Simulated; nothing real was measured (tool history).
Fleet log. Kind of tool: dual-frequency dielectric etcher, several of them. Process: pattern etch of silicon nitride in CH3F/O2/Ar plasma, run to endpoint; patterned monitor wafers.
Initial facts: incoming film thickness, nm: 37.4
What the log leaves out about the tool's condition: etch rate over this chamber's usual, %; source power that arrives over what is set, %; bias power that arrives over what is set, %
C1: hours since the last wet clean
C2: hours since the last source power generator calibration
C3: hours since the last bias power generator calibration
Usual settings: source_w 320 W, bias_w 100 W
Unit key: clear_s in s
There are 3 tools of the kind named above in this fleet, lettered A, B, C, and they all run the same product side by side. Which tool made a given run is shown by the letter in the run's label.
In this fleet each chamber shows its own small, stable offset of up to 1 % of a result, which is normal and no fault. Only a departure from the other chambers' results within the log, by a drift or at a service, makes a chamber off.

run 1B day=0.167 | source_w=320 bias_w=100 | C1=187.5 C2=705.6 C3=1680.8 | clear_s=52.402
run 2C day=0.412 | source_w=320 bias_w=100 | C1=451.9 C2=262.2 C3=1954 | clear_s=51.977
run 3A day=0.767 | source_w=320 bias_w=100 | C1=77.8 C2=1664.7 C3=827.2 | clear_s=51.799
run 4B day=0.954 | source_w=320 bias_w=100 | C1=206.4 C2=724.5 C3=1699.7 | clear_s=52.855
run 5C day=1.246 | source_w=320 bias_w=100 | C1=471.9 C2=282.2 C3=1974 | clear_s=51.99
run 6A day=1.421 | source_w=320 bias_w=100 | C1=93.5 C2=1680.4 C3=842.9 | clear_s=52.234
run 7B day=1.662 | source_w=320 bias_w=100 | C1=223.4 C2=741.5 C3=1716.7 | clear_s=52.129
run 8C day=1.879 | source_w=320 bias_w=100 | C1=487.1 C2=297.4 C3=1989.2 | clear_s=51.694
run 9A day=2.246 | source_w=320 bias_w=100 | C1=113.3 C2=1700.2 C3=862.7 | clear_s=51.741
run 10C day=2.508 | source_w=320 bias_w=100 | C1=502.2 C2=312.5 C3=2004.3 | clear_s=51.741
run 11B day=2.846 | source_w=320 bias_w=100 | C1=251.8 C2=769.9 C3=1745.1 | clear_s=52.713
run 12A day=3.029 | source_w=320 bias_w=100 | C1=132.1 C2=1719 C3=881.5 | clear_s=52.468
run 13C day=3.25 | source_w=320 bias_w=100 | C1=520 C2=330.3 C3=2022.1 | clear_s=52.292
run 14A day=3.412 | source_w=320 bias_w=76 | C1=141.3 C2=1728.2 C3=890.7 | clear_s=58.334
run 15B day=3.738 | source_w=320 bias_w=76 | C1=273.2 C2=791.3 C3=1766.5 | clear_s=57.541
run 16C day=4 | source_w=320 bias_w=76 | C1=538 C2=348.3 C3=2040.1 | clear_s=58.144
run 17A day=4.275 | source_w=320 bias_w=100 | C1=162 C2=1748.9 C3=911.4 | clear_s=52.032
run 18B day=4.596 | source_w=320 bias_w=100 | C1=293.8 C2=811.9 C3=1787.1 | clear_s=52.187
run 19A day=4.854 | source_w=320 bias_w=100 | C1=175.9 C2=1762.8 C3=925.3 | clear_s=52.733
-- day=4.858 chamber C: wet clean of the chamber
run 20C day=5.033 | source_w=320 bias_w=100 | C1=4.2 C2=373.1 C3=2064.9 | clear_s=51.603
run 21B day=5.396 | source_w=320 bias_w=100 | C1=313 C2=831.1 C3=1806.3 | clear_s=52.897
run 22A day=5.671 | source_w=320 bias_w=100 | C1=195.5 C2=1782.4 C3=944.9 | clear_s=52.259
run 23B day=5.971 | source_w=320 bias_w=100 | C1=326.8 C2=844.9 C3=1820.1 | clear_s=52.226
run 24C day=6.333 | source_w=320 bias_w=100 | C1=35.4 C2=404.3 C3=2096.1 | clear_s=52.131
run 25A day=6.571 | source_w=320 bias_w=100 | C1=217.1 C2=1804 C3=966.5 | clear_s=52.217
run 26B day=6.9 | source_w=320 bias_w=100 | C1=349.1 C2=867.2 C3=1842.4 | clear_s=52.398
run 27C day=7.225 | source_w=320 bias_w=100 | C1=56.8 C2=425.7 C3=2117.5 | clear_s=52.521
run 28C day=7.483 | source_w=320 bias_w=100 | C1=63 C2=431.9 C3=2123.7 | clear_s=52.037
run 29A day=7.812 | source_w=320 bias_w=100 | C1=246.9 C2=1833.8 C3=996.3 | clear_s=51.94
run 30B day=8.042 | source_w=320 bias_w=100 | C1=376.5 C2=894.6 C3=1869.8 | clear_s=52.121
run 31B day=8.362 | source_w=320 bias_w=100 | C1=384.2 C2=902.3 C3=1877.5 | clear_s=52.241
run 32C day=8.642 | source_w=320 bias_w=100 | C1=90.8 C2=459.7 C3=2151.5 | clear_s=51.927

The same settings go to every chamber for the next run, one line per chamber below. Forecast the results for each:
run 33A day=8.912 | source_w=320 bias_w=100 | clear_s=?
run 33B day=8.912 | source_w=320 bias_w=100 | clear_s=?
run 33C day=8.912 | source_w=320 bias_w=100 | clear_s=?

run=33A clear_s=52.442
run=33B clear_s=52.524
run=33C clear_s=51.913
